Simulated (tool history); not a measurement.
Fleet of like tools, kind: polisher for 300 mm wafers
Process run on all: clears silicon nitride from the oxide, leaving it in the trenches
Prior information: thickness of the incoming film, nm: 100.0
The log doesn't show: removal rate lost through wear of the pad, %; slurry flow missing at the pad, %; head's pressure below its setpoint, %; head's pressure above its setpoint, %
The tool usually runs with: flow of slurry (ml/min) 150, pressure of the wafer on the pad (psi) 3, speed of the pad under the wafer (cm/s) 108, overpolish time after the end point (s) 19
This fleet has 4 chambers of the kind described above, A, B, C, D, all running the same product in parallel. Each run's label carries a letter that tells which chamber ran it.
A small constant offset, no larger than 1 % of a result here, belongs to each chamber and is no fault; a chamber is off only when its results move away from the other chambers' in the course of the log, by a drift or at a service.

run   hour  flow of slurry (ml/min)  pressure of the wafer on the pad (psi)  speed of the pad under the wafer (cm/s)  overpolish time after the end point (s)  wafers polished on this pad  hours since the slurry nozzle was cleaned  hours since the head pressure was calibrated  time until the end point was called (s)
 1A    9.1                      150                                       3                                      108                                       19                          678                                      390.3                                         173.3                                   89.137
 2C   20.4                      150                                       3                                      108                                       19                          939                                      185.5                                          88.8                                   88.897
      24.5  -- chamber A: worn pad replaced by a new one
      26.1  -- chamber C: worn pad replaced by a new one
      30.6  -- chamber D: head pressure recalibrated
 3B   32.2                      150                                       3                                      108                                       19                          859                                      192.8                                        1199.7                                   87.277
 4D   44.8                      150                                       3                                      108                                       19                         1350                                      251.4                                          14.2                                   86.746
      51.3  -- chamber D: worn pad replaced by a new one
 5B   52.1                      150                                       4                                      108                                       19                         1048                                      212.7                                        1219.6                                   67.168
      57.3  -- chamber B: head pressure recalibrated
 6A   65.9                      150                                       4                                      108                                       19                          392                                      447.1                                         230.1                                   66.016
 7D   72.7                      150                                       4                                      108                                       19                          203                                      279.3                                          42.1                                   65.786
 8C   83.4                      150                                       4                                      108                                       19                          543                                      248.5                                         151.8                                    67.12
 9D   93.1                      150                                       3                                      108                                       19                          396                                      299.7                                          62.5                                   88.293
     101.3  -- chamber D: slurry nozzle cleaned
10C  102.7                      150                                       3                                      108                                       19                          726                                      267.8                                         171.1                                   87.309
     112.8  -- chamber A: worn pad replaced by a new one
11B  114.6                      150                                       3                                      108                                       19                         1641                                      275.2                                          57.4                                   87.721
12A  125.6                      150                                       3                                      108                                       12                          122                                      506.8                                         289.8                                     88.2
13C  132.6                      150                                       3                                      108                                       12                         1010                                      297.7                                           201                                   89.189
     142.2  -- chamber B: slurry nozzle cleaned
14A  144.1                      150                                       3                                      108                                       12                          297                                      525.3                                         308.3                                   87.709
     146.6  -- chamber C: worn pad replaced by a new one
15B  152.3                      150                                       3                                      108                                       12                         1999                                       10.1                                          95.1                                   88.306
16D  166.9                      150                                       3                                      108                                       19                         1096                                       65.6                                         136.3                                   86.862
17D  176.8                      150                                       3                                      108                                       19                         1190                                       75.5                                         146.2                                   87.453
     184.8  -- chamber A: worn pad replaced by a new one
18A  188.6                      150                                       3                                      108                                       19                           36                                      569.8                                         352.8                                    88.24
     195.5  -- chamber D: worn pad replaced by a new one
19C  203.1                      150                                       3                                      108                                       19                          536                                      368.2                                         271.5                                   88.325
     208.3  -- chamber A: slurry nozzle cleaned
20B  211.6                      150                                       3                                      108                                       19                         2561                                       69.4                                         154.4                                   92.598
21A  220.9                      150                                       3                                      108                                       19                          343                                       12.6                                         385.1                                    88.48
22C  235.2                      110                                       3                                      108                                       19                          840                                      400.3                                         303.6                                   94.121
23B  242.9                      110                                       3                                      108                                       19                         2858                                      100.7                                         185.7                                   98.417
     248.6  -- chamber C: worn pad replaced by a new one
24D  256.3                      110                                       3                                      108                                       19                          576                                        155                                         225.7                                   93.972
     263.1  -- chamber A: worn pad replaced by a new one
25C  270.8                      110                                       3                                      108                                       19                          211                                      435.9                                         339.2                                   92.729
26A  284.8                      150                                       3                                      108                                       19                          205                                       76.5                                           449                                   88.466
27B  297.5                      150                                       3                                      108                                       19                         3376                                      155.3                                         240.3                                   94.335
28D  307.9                      150                                       3                                      108                                       19                         1066                                      206.6                                         277.3                                   87.786
29D  319.4                      150                                       3                                      108                                       19                         1175                                      218.1                                         288.8                                   86.488
30B  331.8                      150                                       3                                      108                                       19                         3701                                      189.6                                         274.6                                   98.055
     337.3  -- chamber A: worn pad replaced by a new one
31A  344.1                      150                                       3                                      108                                       19                           64                                      135.8                                         508.3                                   89.051

The same settings go to every chamber for the next run, one line per chamber below. Forecast the results for each:
32A  354.8                      150                                       3                                       78                                       19                                                                                                                                                              ?
32B  354.8                      150                                       3                                       78                                       19                                                                                                                                                              ?
32C  354.8                      150                                       3                                       78                                       19                                                                                                                                                              ?
32D  354.8                      150                                       3                                       78                                       19                                                                                                                                                              ?

run  time until the end point was called (s)
32A                                    124.2
32B                                   141.54
32C                                   119.45
32D                                   122.97
